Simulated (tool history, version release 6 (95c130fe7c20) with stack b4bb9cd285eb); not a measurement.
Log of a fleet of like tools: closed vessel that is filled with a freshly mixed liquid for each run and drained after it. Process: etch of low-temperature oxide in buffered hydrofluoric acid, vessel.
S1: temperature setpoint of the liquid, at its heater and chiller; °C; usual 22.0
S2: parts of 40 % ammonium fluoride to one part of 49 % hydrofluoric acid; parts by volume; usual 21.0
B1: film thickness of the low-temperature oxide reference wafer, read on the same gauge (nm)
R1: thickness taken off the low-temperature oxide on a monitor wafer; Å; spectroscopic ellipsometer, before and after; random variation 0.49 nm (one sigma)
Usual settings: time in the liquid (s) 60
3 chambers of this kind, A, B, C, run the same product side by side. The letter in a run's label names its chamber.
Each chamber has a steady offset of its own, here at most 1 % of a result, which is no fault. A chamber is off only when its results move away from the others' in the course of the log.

Run 1C, hour 8.1: usual settings; B1 90.004. Result: R1 606.39 Å.
Run 2A, hour 17.6: usual settings; B1 90.004. Result: R1 604.54 Å.
Run 3B, hour 25.8: usual settings; B1 89.983. Result: R1 607.70 Å.
Run 4C, hour 39.0: usual settings; B1 90.002. Result: R1 603.01 Å.
Run 5B, hour 47.9: usual settings; B1 90.002. Result: R1 614.02 Å.
At hour 59.6: chamber A: hydrofluoric acid flow meter replaced.
Run 6A, hour 61.6: usual settings but time in the liquid (s) 40; B1 89.997. Result: R1 405.43 Å.
Run 7A, hour 72.8: usual settings but time in the liquid (s) 40; B1 90.001. Result: R1 401.01 Å.
Run 8C, hour 83.3: usual settings but time in the liquid (s) 40; B1 89.995. Result: R1 405.55 Å.
Run 9B, hour 95.3: usual settings; B1 90.000. Result: R1 626.55 Å.
Run 10A, hour 105.5: usual settings; B1 89.976. Result: R1 603.53 Å.
Run 11C, hour 114.6: usual settings but S1 24.5 °C, S2 28.5 parts by volume; B1 89.992. Result: R1 563.75 Å.
Run 12B, hour 127.0: usual settings but S1 24.5 °C, S2 28.5 parts by volume; B1 89.983. Result: R1 596.08 Å.
Run 13B, hour 140.1: usual settings but S1 24.5 °C, S2 28.5 parts by volume; B1 89.992. Result: R1 599.78 Å.
Run 14C, hour 151.2: usual settings but S2 24.0 parts by volume, time in the liquid (s) 40; B1 90.009. Result: R1 367.36 Å.
Run 15A, hour 159.3: usual settings but S2 24.0 parts by volume, time in the liquid (s) 40; B1 90.018. Result: R1 363.42 Å.
Run 16B, hour 171.2: usual settings but S2 24.0 parts by volume, time in the liquid (s) 40; B1 90.007. Result: R1 391.71 Å.
Run 17A, hour 182.1: usual settings; B1 90.022. Result: R1 594.10 Å.
Run 18C, hour 193.0: usual settings; B1 89.991. Result: R1 597.69 Å.
Run 19A, hour 202.5: usual settings; B1 89.982. Result: R1 599.76 Å.
At hour 203.6: chamber C: hydrofluoric acid flow meter replaced.
Run 20C, hour 209.5: usual settings but S1 25.0 °C; B1 90.001. Result: R1 705.40 Å.
Run 21B, hour 220.2: usual settings but S1 25.0 °C; B1 90.008. Result: R1 773.15 Å.
Run 22C, hour 227.8: usual settings but S1 25.0 °C; B1 90.011. Result: R1 705.06 Å.

Is one chamber off against the others, does the gauge drift, or is nothing wrong? If a chamber is off, say which, and what the likeliest cause is.

Chamber B drifts away from the others.
Cause: liquid hotter than its thermometer reads (K) = 1.64.
The log may not tell that from: hydrofluoric acid flow above the setpoint (%).

Here are 4 candidates for chamber B's next run, each the usual settings with a change, their results left as question marks. Which one brings its results back in line with what the others give on the usual settings?
In line means no further than this from the other chambers' mean on the usual settings: R1 17.00 Å
Run 23B-1, hour 238.1: usual settings but S2 20.5 parts by volume, time in the liquid (s) 65. Result: R1 ?.
Run 23B-2, hour 238.1: usual settings but S2 17.5 parts by volume. Result: R1 ?.
Run 23B-3, hour 238.1: usual settings but S2 26.5 parts by volume. Result: R1 ?.
Run 23B-4, hour 238.1: usual settings but S2 21.5 parts by volume, time in the liquid (s) 55. Result: R1 ?.

The other chambers' mean on the usual settings: R1 602.37 Å
  run      R1
23B-1  730.79
23B-2  779.89
23B-3  566.64
23B-4  598.72
23B-4 brings the chamber back in line.
